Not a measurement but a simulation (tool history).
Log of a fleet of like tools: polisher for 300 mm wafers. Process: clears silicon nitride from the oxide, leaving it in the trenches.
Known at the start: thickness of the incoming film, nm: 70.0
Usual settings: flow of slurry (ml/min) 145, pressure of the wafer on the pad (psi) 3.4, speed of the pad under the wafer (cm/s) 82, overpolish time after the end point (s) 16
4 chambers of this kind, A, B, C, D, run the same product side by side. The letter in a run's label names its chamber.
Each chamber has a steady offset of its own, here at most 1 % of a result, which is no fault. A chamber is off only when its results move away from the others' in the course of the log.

run   hour  flow of slurry (ml/min)  pressure of the wafer on the pad (psi)  speed of the pad under the wafer (cm/s)  overpolish time after the end point (s)  wafers polished on this pad  hours since the slurry nozzle was cleaned  hours since the head pressure was calibrated  time until the end point was called (s)
       3.6  -- chamber D: worn pad replaced by a new one
 1A    8.3                      145                                     3.4                                       82                                       16                          212                                      350.9                                         944.7                                   96.398
 2D   21.1                      145                                     3.4                                       82                                       16                          200                                       32.1                                         331.4                                   93.091
 3C   32.3                      145                                     3.4                                       82                                       16                         1119                                      488.8                                          83.8                                   95.474
      42.7  -- chamber C: worn pad replaced by a new one
 4B     44                      145                                     3.4                                       82                                       16                          926                                       48.9                                         137.6                                   96.197
 5C   54.2                      145                                     3.4                                       60                                       16                          131                                      510.7                                         105.7                                   133.74
 6D     68                      145                                     3.4                                       60                                       16                          738                                         79                                         378.3                                   131.04
 7A   75.4                      145                                     3.4                                       60                                       16                          981                                        418                                        1011.8                                   136.22
      76.1  -- chamber B: worn pad replaced by a new one
      84.5  -- chamber A: worn pad replaced by a new one
 8B   87.4                      145                                     3.4                                       60                                       16                          129                                       92.3                                           181                                   127.34
     101.8  -- chamber D: worn pad replaced by a new one
 9D    102                      145                                     3.4                                       82                                       16                            2                                        113                                         412.3                                   92.783
10A  114.4                      145                                     3.4                                       82                                       16                          343                                        457                                        1050.8                                    96.53
11C  127.2                      145                                     3.4                                       82                                       16                          968                                      583.7                                         178.7                                    97.56
12B  139.3                      145                                     3.4                                       60                                       16                          724                                      144.2                                         232.9                                   132.98
13A  153.7                      145                                     3.4                                       60                                       16                          793                                      496.3                                        1090.1                                   135.29
14B  163.9                      145                                     3.4                                       60                                       16                         1006                                      168.8                                         257.5                                   128.64
     164.7  -- chamber C: worn pad replaced by a new one
15D  177.8                      145                                     3.4                                       60                                       16                          871                                      188.8                                         488.1                                   129.33
     185.3  -- chamber A: worn pad replaced by a new one
16C  187.3                      145                                     3.4                                       82                                       16                          259                                      643.8                                         238.8                                    97.43
     193.4  -- chamber B: worn pad replaced by a new one
17D  201.7                      145                                     3.4                                       82                                       16                         1145                                      212.7                                           512                                   96.618
     209.6  -- chamber D: worn pad replaced by a new one
18B  212.1                      145                                     3.4                                       82                                       16                          215                                        217                                         305.7                                   96.067
     222.3  -- chamber A: head pressure recalibrated
19A  227.7                      145                                     3.4                                       82                                       16                          486                                      570.3                                           5.4                                   96.715
20C  241.9                      145                                     3.4                                       82                                       16                          885                                      698.4                                         293.4                                   101.14
     245.9  -- chamber D: slurry nozzle cleaned
21D  249.4                      145                                     3.4                                       82                                       16                          456                                        3.5                                         559.7                                   95.685
22A  258.9                      190                                     3.4                                       82                                       16                          844                                      601.5                                          36.6                                   92.242
23C  269.8                      190                                     3.4                                       82                                       16                         1205                                      726.3                                         321.3                                   96.914
       281  -- chamber C: worn pad replaced by a new one
24B  281.6                      190                                     3.4                                       82                                       16                         1012                                      286.5                                         375.2                                   95.101
     285.8  -- chamber B: slurry nozzle cleaned
     292.6  -- chamber B: worn pad replaced by a new one
25A    296                      190                                     3.4                                       82                                       16                         1269                                      638.6                                          73.7                                   93.008
     297.6  -- chamber A: worn pad replaced by a new one
26B  309.5                      145                                     3.4                                       82                                       16                          194                                       23.7                                         403.1                                   93.947
     312.5  -- chamber C: slurry nozzle cleaned
27C  316.9                      145                                     3.4                                       82                                       16                          412                                        4.4                                         368.4                                   101.73
     327.8  -- chamber D: worn pad replaced by a new one
28D  329.4                      145                                     3.4                                       82                                       16                           19                                       83.5                                         639.7                                   93.335
29D  339.4                      145                                     3.4                                       82                                       16                          133                                       93.5                                         649.7                                   96.738
30B  351.6                      145                                     3.4                                       82                                       16                          677                                       65.8                                         445.2                                   93.635
31C  367.1                      145                                     3.4                                       82                                       16                          987                                       54.6                                         418.6                                   104.24
     374.7  -- chamber A: slurry nozzle cleaned
32A  382.5                      145                                     3.4                                       82                                       16                          973                                        7.8                                         160.2                                   98.687
     384.6  -- chamber C: worn pad replaced by a new one
     389.2  -- chamber B: worn pad replaced by a new one
33A  393.2                      145                                     3.4                                       82                                       16                         1095                                       18.5                                         170.9                                   97.483
34B  401.1                      145                                     3.4                                       82                                       16                          137                                      115.3                                         494.7                                   92.056
     408.8  -- chamber A: worn pad replaced by a new one
35C  415.3                      145                                     3.4                                       82                                       16                          352                                      102.8                                         466.8                                   105.88
     419.7  -- chamber D: worn pad replaced by a new one
36D  430.3                      180                                     3.4                                       70                                       16                          121                                      184.4                                         740.6                                   107.49
37A  442.1                      180                                     3.4                                       70                                       16                          382                                       67.4                                         219.8                                    109.5
38B  452.5                      180                                     3.4                                       70                                       16                          726                                      166.7                                         546.1                                   108.09
39D  467.8                      180                                     3.4                                       70                                       16                          551                                      221.9                                         778.1                                   106.15
40C  475.4                      145                                     3.4                                       82                                       16                         1041                                      162.9                                         526.9                                   108.66
41D  482.4                      145                                     3.4                                       82                                       16                          719                                      236.5                                         792.7                                   95.393
     488.5  -- chamber B: worn pad replaced by a new one
42A  494.7                      145                                     3.4                                       82                                       16                          985                                        120                                         272.4                                   98.306
43C  502.8                      145                                     3.4                                       82                                       16                         1355                                      190.3                                         554.3                                   107.89
44B  514.1                      145                                     3.4                                       82                                       11                          294                                      228.3                                         607.7                                   93.915

Is one chamber off against the others, does the gauge drift, or is nothing wrong? If a chamber is off, say which, and what the likeliest cause is.

Chamber C drifts away from the others.
Cause: head's pressure below its setpoint, % = 11.1.

Here are 4 candidates for chamber C's next run, each the usual settings with a change, their results left as question marks. Which one brings its results back in line with what the others give on the usual settings?
In line means no further than this from the other chambers' mean on the usual settings: time until the end point was called (s) 5.6
45C-1  525.3                      145                                     2.7                                       82                                       16                                                                                                                                                              ?
45C-2  525.3                      150                                     3.8                                       92                                       16                                                                                                                                                              ?
45C-3  525.3                      145                                     3.2                                       76                                       16                                                                                                                                                              ?
45C-4  525.3                      145                                     3.8                                       82                                       16                                                                                                                                                              ?

The other chambers' mean on the usual settings: time until the end point was called (s) 96.073
  run  time until the end point was called (s)
45C-1                                    137.8
45C-2                                   86.947
45C-3                                   125.86
45C-4                                   98.296
45C-4 brings the chamber back in line.
